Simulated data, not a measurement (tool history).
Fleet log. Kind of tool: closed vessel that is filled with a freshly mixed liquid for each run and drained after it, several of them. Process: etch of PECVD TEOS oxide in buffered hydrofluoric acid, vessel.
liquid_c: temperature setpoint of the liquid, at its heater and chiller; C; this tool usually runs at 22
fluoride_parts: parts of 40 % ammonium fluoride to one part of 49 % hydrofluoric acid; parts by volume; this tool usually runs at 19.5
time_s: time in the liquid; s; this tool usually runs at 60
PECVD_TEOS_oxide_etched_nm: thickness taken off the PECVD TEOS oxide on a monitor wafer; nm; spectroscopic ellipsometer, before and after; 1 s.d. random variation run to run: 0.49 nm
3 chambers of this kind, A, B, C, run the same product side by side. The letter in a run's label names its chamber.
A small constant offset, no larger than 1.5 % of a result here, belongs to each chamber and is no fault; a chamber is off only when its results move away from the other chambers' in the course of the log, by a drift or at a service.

run	hour	liquid_c	fluoride_parts	time_s	read-back film thickness of the PECVD TEOS oxide reference wafer, read on the same gauge (nm)	PECVD_TEOS_oxide_etched_nm
1A	5.2	22	19.5	60	59.995	88.301
2C	8.4	22	19.5	60	59.994	87.402
3B	12.2	22	19.5	60	59.998	86.756
4A	15.9	22	19.5	60	59.995	87.419
5B	21	18	19.5	60	60.008	69.622
6C	23.7	18	19.5	60	59.999	69.648
7C	28.2	18	19.5	60	60	69.589
8B	33.1	22	19.5	60	60.005	87.334
9A	35.5	22	19.5	60	59.986	85.531
10C	39.1	22	19.5	60	59.993	87.654
11A	43.6	22	19.5	60	60.001	86.772
12B	45.9	22	19.5	60	59.998	86.572
13C	50.2	22	19.5	60	60.015	88.606
14B	53.2	22	19.5	60	60.003	87.254
15A	56.2	22	19.5	60	59.975	84.718
16B	60	22	19.5	60	60.006	86.506
17C	63	22	19.5	60	60.013	87.562
18A	67.9	22	19.5	60	59.994	83.459
19C	72	22	19.5	60	60.011	87.902
20A	76.8	22	25	60	59.999	70.793
21B	81.6	22	25	60	60.019	72.781
22C	85	22	25	60	60.008	74.451
23A	88	22	19.5	60	60	83.382
24B	92.4	22	19.5	60	59.992	86.172
25B	96.9	22	19.5	60	59.996	86.833
26C	100.6	22	19.5	60	60.013	87.293
27A	104.8	22	19.5	60	59.99	82.738
28C	108	22	19.5	60	59.991	88.106
29B	112	22	19.5	60	60.002	86.585
30A	115.1	22	19.5	60	60.009	82.472
31A	118	22	19.5	60	59.992	82.669
32B	122.1	22	19.5	60	59.99	87.363
33C	126.1	22	19.5	60	59.992	88.521
34C	128.7	22	19.5	60	60.01	88.968
35B	131.2	22	19.5	60	60.001	87.245
36A	135.5	22	19.5	60	59.99	81.756
37B	139.3	22	19.5	60	60.005	87.001
38C	144.1	22	19.5	60	60.002	88.139

Is one chamber out of step, is the gauge drifting, or do the chambers differ by no more than their own small offsets? For an off chamber, give its letter and the likeliest cause.

Chamber A drifts away from the others.
What lies behind it: hydrofluoric acid flow below the setpoint (%) = 8.5.
It could be hard to tell apart here from: liquid colder than its thermometer reads (K).

Which of the 4 candidates below, each the usual settings with something changed and its results left as question marks, puts chamber A back in line with what the other chambers give on the usual settings?
In line means no further than this from the other chambers' mean on the usual settings: PECVD_TEOS_oxide_etched_nm 1.7 nm
39A-1	147.9	22	19.5	70		?
39A-2	147.9	22	19.5	65		?
39A-3	147.9	20.5	21.5	60		?
39A-4	147.9	22	21.5	60		?

On the usual settings, the other chambers give on average: PECVD_TEOS_oxide_etched_nm 87.403 nm
run	PECVD_TEOS_oxide_etched_nm
39A-1	94.539
39A-2	87.786
39A-3	69.666
39A-4	75.832
39A-2 is the one that brings the chamber's results back in line with the other chambers.

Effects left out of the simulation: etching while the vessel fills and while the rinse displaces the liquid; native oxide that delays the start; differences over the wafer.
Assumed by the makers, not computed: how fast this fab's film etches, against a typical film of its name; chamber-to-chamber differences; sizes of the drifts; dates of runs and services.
